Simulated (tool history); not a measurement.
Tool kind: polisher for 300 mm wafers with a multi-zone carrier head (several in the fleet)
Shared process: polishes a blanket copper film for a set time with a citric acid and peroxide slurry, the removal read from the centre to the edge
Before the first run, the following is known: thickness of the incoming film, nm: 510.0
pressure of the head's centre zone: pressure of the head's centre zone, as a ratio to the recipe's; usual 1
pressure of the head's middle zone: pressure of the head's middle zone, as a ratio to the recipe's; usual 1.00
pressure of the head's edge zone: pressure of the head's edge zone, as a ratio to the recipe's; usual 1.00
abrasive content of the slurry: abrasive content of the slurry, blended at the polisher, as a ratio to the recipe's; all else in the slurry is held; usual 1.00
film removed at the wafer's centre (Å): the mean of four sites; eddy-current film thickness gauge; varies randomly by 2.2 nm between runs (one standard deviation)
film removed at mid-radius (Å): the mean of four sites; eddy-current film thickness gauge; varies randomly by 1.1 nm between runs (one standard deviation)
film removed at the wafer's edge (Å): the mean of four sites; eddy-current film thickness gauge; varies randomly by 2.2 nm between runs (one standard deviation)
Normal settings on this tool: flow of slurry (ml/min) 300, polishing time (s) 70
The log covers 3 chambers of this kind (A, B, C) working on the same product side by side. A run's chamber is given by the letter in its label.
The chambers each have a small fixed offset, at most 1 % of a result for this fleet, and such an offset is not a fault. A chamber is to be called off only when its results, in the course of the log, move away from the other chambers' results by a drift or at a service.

run   hour  flow of slurry (ml/min)  pressure of the head's centre zone  pressure of the head's middle zone  pressure of the head's edge zone  abrasive content of the slurry  polishing time (s)  wafers polished on this pad  hours since the slurry nozzle was cleaned  hours since the centre zone pressure was calibrated  hours since the edge zone pressure was calibrated  film removed at the wafer's centre (Å)  film removed at mid-radius (Å)  film removed at the wafer's edge (Å)
 1C   10.9                      300                                   1                                1.00                              1.00                            1.00                  70                          879                                      104.8                                                234.7                                              200.8                                  1509.5                          1492.5                                1525.6
 2B   19.1                      300                                   1                                1.00                              1.00                            1.00                  70                          633                                      798.5                                               1076.9                                              654.3                                  1535.9                          1516.0                                1487.9
 3A   28.1                      300                                   1                                1.00                              1.00                            1.00                  70                          629                                      164.4                                               1044.5                                              620.4                                  1517.9                          1504.3                                1461.3
 4C   42.1                      300                                   1                                1.00                              1.00                            1.00                  70                         1264                                      136.0                                                265.9                                              232.0                                  1492.6                          1485.4                                1492.9
      48.9  -- chamber B: slurry nozzle cleaned
      51.9  -- chamber A: worn pad replaced by a new one
 5B   54.4                      300                                   1                                1.00                              1.00                            1.00                  70                         1068                                        5.5                                               1112.2                                              689.6                                  1483.8                          1475.6                                1515.0
 6A   69.1                      300                                   1                                1.00                              1.00                            1.00                  70                          213                                      205.4                                               1085.5                                              661.4                                  1525.8                          1486.6                                1528.9
      74.5  -- chamber A: centre zone pressure recalibrated
 7B   81.4                      300                                   1                                1.00                              1.00                            1.00                  70                         1401                                       32.5                                               1139.2                                              716.6                                  1559.4                          1500.1                                1493.8
      81.9  -- chamber B: worn pad replaced by a new one
 8C   92.0                      300                                   1                                1.00                              1.00                            1.00                  70                         1879                                      185.9                                                315.8                                              281.9                                  1439.3                          1452.7                                1474.6
 9A  101.5                      245                                   1                                1.00                              1.00                            0.75                  70                          612                                      237.8                                                 27.1                                              693.8                                  1396.2                          1358.8                                1376.8
10A  109.5                      245                                   1                                1.00                              1.00                            0.75                  70                          711                                      245.8                                                 35.1                                              701.8                                  1384.5                          1378.8                                1446.0
11B  124.2                      245                                   1                                1.00                              1.00                            0.75                  70                          522                                       75.3                                               1182.0                                              759.4                                  1397.1                          1374.6                                1377.7
     134.4  -- chamber A: worn pad replaced by a new one
12C  135.1                      300                                   1                                1.00                              1.00                            1.00                  70                         2410                                      229.0                                                358.9                                              325.0                                  1418.5                          1448.7                                1403.3
13C  148.8                      300                                   1                                1.00                              1.00                            1.00                  70                         2579                                      242.7                                                372.6                                              338.7                                  1400.0                          1423.3                                1424.1
     149.3  -- chamber A: slurry nozzle cleaned
14B  155.4                      300                                   1                                1.00                              1.00                            1.00                  70                          906                                      106.5                                               1213.2                                              790.6                                  1487.4                          1504.1                                1499.4
15A  168.5                      300                                   1                                1.00                              1.00                            1.00                  70                          421                                       19.3                                                 94.1                                              760.8                                  1508.8                          1493.3                                1495.7
16C  178.9                      300                                   1                                1.00                              1.00                            1.00                  70                         2950                                      272.8                                                402.7                                              368.8                                  1431.7                          1422.2                                1418.5
     187.9  -- chamber B: worn pad replaced by a new one
17B  188.1                      300                                   1                                1.00                              1.00                            1.00                  70                            2                                      139.2                                               1245.9                                              823.3                                  1498.4                          1482.1                                1477.2
18A  198.9                      300                                   1                                1.00                              1.00                            1.00                  70                          795                                       49.7                                                124.5                                              791.2                                  1504.6                          1478.0                                1509.3
     203.9  -- chamber A: worn pad replaced by a new one
19A  208.9                      300                                   1                                1.00                              1.00                            1.00                  70                           61                                       59.7                                                134.5                                              801.2                                  1509.0                          1501.0                                1515.4
20B  222.9                      300                                   1                                1.00                              1.00                            1.00                  70                          431                                      174.0                                               1280.7                                              858.1                                  1531.3                          1487.9                                1500.4
21C  236.0                      300                                   1                                1.08                              1.00                            1.00                  70                         3654                                      329.9                                                459.8                                              425.9                                  1369.8                          1467.6                                1385.0
22B  244.9                      300                                   1                                1.08                              1.00                            1.00                  70                          703                                      196.0                                               1302.7                                              880.1                                  1479.6                          1614.4                                1465.8
23C  256.9                      300                                   1                                1.08                              1.00                            1.00                  70                         3911                                      350.8                                                480.7                                              446.8                                  1348.4                          1468.2                                1364.0
24A  264.8                      300                                   1                                0.90                              1.04                            1.00                  70                          750                                      115.6                                                190.4                                              857.1                                  1474.6                          1352.5                                1527.4
25C  273.1                      300                                   1                                0.90                              1.04                            1.00                  70                         4111                                      367.0                                                496.9                                              463.0                                  1363.8                          1219.0                                1401.9
26A  287.4                      300                                   1                                0.90                              1.04                            1.00                  70                         1029                                      138.2                                                213.0                                              879.7                                  1491.9                          1334.9                                1516.7
     291.8  -- chamber B: worn pad replaced by a new one
27B  300.9                      300                                   1                                1.00                              1.00                            1.00                  70                          112                                      252.0                                               1358.7                                              936.1                                  1510.3                          1480.8                                1499.5
28B  312.9                      300                                   1                                1.00                              1.11                            0.70                  70                          260                                      264.0                                               1370.7                                              948.1                                  1395.7                          1399.2                                1477.5

Is one chamber out of step, is the gauge drifting, or do the chambers differ by no more than their own small offsets? For an off chamber, give its letter and the likeliest cause.

Little by little, chamber C moves away from the other chambers.
What lies behind it: removal rate lost through wear of the pad, % = 12.

Which of the 4 candidates below, each the usual settings with something changed and its results left as question marks, puts chamber C back in line with what the other chambers give on the usual settings?
A result is in line if it is within this distance of the other chambers' mean on the usual settings: film removed at the wafer's centre (Å) 78.0; film removed at mid-radius (Å) 40.0; film removed at the wafer's edge (Å) 77.0
29C-1  323.4                      300                                1.00                                1.00                              1.00                            1.00                  66                                                                                                                                                                                                                       ?                               ?                                     ?
29C-2  323.4                      305                                1.01                                0.99                              1.01                            1.00                  79                                                                                                                                                                                                                       ?                               ?                                     ?
29C-3  323.4                      300                                1.00                                1.00                              1.00                            1.00                  74                                                                                                                                                                                                                       ?                               ?                                     ?
29C-4  323.4                      295                                0.99                                1.01                              0.99                            1.00                  62                                                                                                                                                                                                                       ?                               ?                                     ?

On the usual settings, the other chambers give on average: film removed at the wafer's centre (Å) 1507.4; film removed at mid-radius (Å) 1494.1; film removed at the wafer's edge (Å) 1504.9
  run  film removed at the wafer's centre (Å)  film removed at mid-radius (Å)  film removed at the wafer's edge (Å)
29C-1                                  1239.7                          1252.9                                1250.5
29C-2                                  1502.8                          1488.2                                1506.6
29C-3                                  1390.0                          1404.8                                1402.0
29C-4                                  1149.7                          1185.9                                1166.9
29C-2 is the one that brings the chamber's results back in line with the other chambers.
